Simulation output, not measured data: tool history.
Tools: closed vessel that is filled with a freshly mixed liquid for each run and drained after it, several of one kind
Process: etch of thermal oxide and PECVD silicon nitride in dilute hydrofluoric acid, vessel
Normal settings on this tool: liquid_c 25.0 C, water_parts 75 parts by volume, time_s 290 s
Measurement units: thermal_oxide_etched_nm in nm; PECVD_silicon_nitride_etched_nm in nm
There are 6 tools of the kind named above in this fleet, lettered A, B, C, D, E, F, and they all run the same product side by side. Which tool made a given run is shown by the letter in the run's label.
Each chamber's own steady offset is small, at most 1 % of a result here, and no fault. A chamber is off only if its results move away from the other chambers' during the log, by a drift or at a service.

run   hour  liquid_c  water_parts  time_s  hours since the thermometer was replaced  hours since the hydrofluoric acid flow meter was replaced  read-back film thickness of the thermal oxide reference wafer, read on the same gauge (nm)  read-back film thickness of the PECVD silicon nitride reference wafer, read on the same gauge (nm)  thermal_oxide_etched_nm  PECVD_silicon_nitride_etched_nm
 1C    5.7      25.0           75     290                                     542.7                                                      205.9                                                                                      49.999                                                                                              110.01                   19.643                           7.1342
 2B   15.1      25.0           75     290                                     538.7                                                      186.2                                                                                      49.996                                                                                              110.02                   19.663                           6.9997
 3E   24.2      25.0           75     290                                     471.9                                                      221.1                                                                                      50.007                                                                                              110.01                   19.796                           7.0934
 4D   33.3      25.0           75     290                                    1387.6                                                     1016.3                                                                                      50.009                                                                                              109.99                   19.614                           7.0152
 5A   40.2      25.0           75     290                                    1922.2                                                     1409.2                                                                                      50.003                                                                                              110.01                   19.810                           7.0542
 6F   50.1      25.0           75     290                                    1426.7                                                      231.0                                                                                      49.976                                                                                              109.99                   19.874                           7.0498
 7F   57.4      27.0           60     290                                    1434.0                                                      238.3                                                                                      50.013                                                                                              109.99                   27.483                           9.9771
 8A   66.5      27.0           60     290                                    1948.5                                                     1435.5                                                                                      50.001                                                                                              109.99                   27.352                           9.9412
 9E   77.3      27.0           60     290                                     525.0                                                      274.2                                                                                      50.025                                                                                              109.99                   27.373                           9.8638
10D   89.0      27.0           60     290                                    1443.3                                                     1072.0                                                                                      50.023                                                                                              109.97                   26.883                          10.0390
11B   96.9      27.0           60     290                                     620.5                                                      268.0                                                                                      49.990                                                                                              110.00                   27.106                          10.0590
      99.1  -- chamber A: thermometer replaced
12C  103.0      27.0           60     290                                     640.0                                                      303.2                                                                                      49.980                                                                                              109.98                   26.980                           9.9779
13E  113.3      25.0           75     290                                     561.0                                                      310.2                                                                                      49.996                                                                                              110.02                   19.768                           6.9881
     115.6  -- chamber A: hydrofluoric acid flow meter replaced
14A  124.2      25.0           75     290                                      25.2                                                        8.7                                                                                      49.995                                                                                              110.01                   19.715                           7.0860
15B  134.1      20.5           95     290                                     657.7                                                      305.2                                                                                      50.008                                                                                              109.99                   12.689                           4.0514
16D  141.4      20.5           95     290                                    1495.7                                                     1124.4                                                                                      50.012                                                                                              110.00                   12.547                           4.2094
17C  149.0      20.5           95     290                                     686.0                                                      349.2                                                                                      50.020                                                                                              110.00                   12.601                           4.1305
18F  158.6      20.5           95     290                                    1535.2                                                      339.5                                                                                      50.003                                                                                              110.01                   12.713                           4.1372
19E  165.3      20.5           95     290                                     613.0                                                      362.2                                                                                      50.001                                                                                              110.00                   12.801                           4.0916
20F  174.5      20.5           95     290                                    1551.1                                                      355.4                                                                                      50.038                                                                                              110.03                   12.742                           4.0883
21C  184.9      25.0           75     290                                     721.9                                                      385.1                                                                                      49.995                                                                                              110.00                   19.684                           6.9945
22D  190.5      25.0           75     290                                    1544.8                                                     1173.5                                                                                      49.996                                                                                              109.99                   19.600                           7.1156
23B  201.8      25.0           75     290                                     725.4                                                      372.9                                                                                      49.980                                                                                              110.01                   19.656                           7.0889
24A  207.5      25.0           75     290                                     108.5                                                       92.0                                                                                      49.988                                                                                              110.00                   19.684                           7.0939
25B  218.2      25.0           75     290                                     741.8                                                      389.3                                                                                      49.995                                                                                              109.98                   19.670                           7.0892
26F  223.9      25.0           75     290                                    1600.5                                                      404.8                                                                                      49.990                                                                                              110.02                   19.785                           6.9537
27D  232.5      25.0           75     290                                    1586.8                                                     1215.5                                                                                      50.008                                                                                              109.99                   19.542                           7.1106
28A  240.7      25.0           75     290                                     141.7                                                      125.2                                                                                      49.975                                                                                              110.02                   19.698                           6.9933
29C  248.4      25.0           75     290                                     785.4                                                      448.6                                                                                      49.995                                                                                              110.01                   19.563                           7.0831
30E  254.8      29.0           75     435                                     702.5                                                      451.7                                                                                      50.014                                                                                              110.01                   34.449                          13.5890
     256.6  -- chamber E: hydrofluoric acid flow meter replaced
31C  266.7      29.0           75     435                                     803.7                                                      466.9                                                                                      50.016                                                                                              110.00                   34.677                          13.7430
32A  273.7      29.0           75     435                                     174.7                                                      158.2                                                                                      50.014                                                                                              110.01                   34.618                          13.6530
33F  279.6      29.0           75     435                                    1656.2                                                      460.5                                                                                      50.023                                                                                              110.00                   34.718                          13.7140
34D  291.6      29.0           75     435                                    1645.9                                                     1274.6                                                                                      50.017                                                                                              110.00                   34.471                          13.7970
35E  299.4      29.0           75     435                                     747.1                                                       42.9                                                                                      50.000                                                                                              109.96                   34.903                          13.7440
36B  306.3      25.0           75     290                                     829.9                                                      477.4                                                                                      50.007                                                                                              109.99                   19.677                           7.0784
37A  312.0      25.0           75     290                                     213.0                                                      196.5                                                                                      49.991                                                                                              109.98                   19.818                           6.9509
     315.7  -- chamber F: hydrofluoric acid flow meter replaced
38D  318.9      25.0           75     290                                    1673.2                                                     1301.9                                                                                      50.004                                                                                              110.01                   19.566                           6.9506
39F  325.2      28.5          100     290                                    1701.8                                                        9.6                                                                                      49.982                                                                                              109.99                   16.470                           6.6059

All 6 chambers run these settings next. Forecast each chamber's results:
40A  333.8      25.0           75     290                                                                                                                                                                                                                                                                                                                             ?                                ?
40B  333.8      25.0           75     290                                                                                                                                                                                                                                                                                                                             ?                                ?
40C  333.8      25.0           75     290                                                                                                                                                                                                                                                                                                                             ?                                ?
40D  333.8      25.0           75     290                                                                                                                                                                                                                                                                                                                             ?                                ?
40E  333.8      25.0           75     290                                                                                                                                                                                                                                                                                                                             ?                                ?
40F  333.8      25.0           75     290                                                                                                                                                                                                                                                                                                                             ?                                ?

run  thermal_oxide_etched_nm  PECVD_silicon_nitride_etched_nm
40A                   19.710                           7.0180
40B                   19.604                           7.0328
40C                   19.592                           7.0386
40D                   19.527                           7.1338
40E                   19.840                           7.0533
40F                   19.826                           7.0068
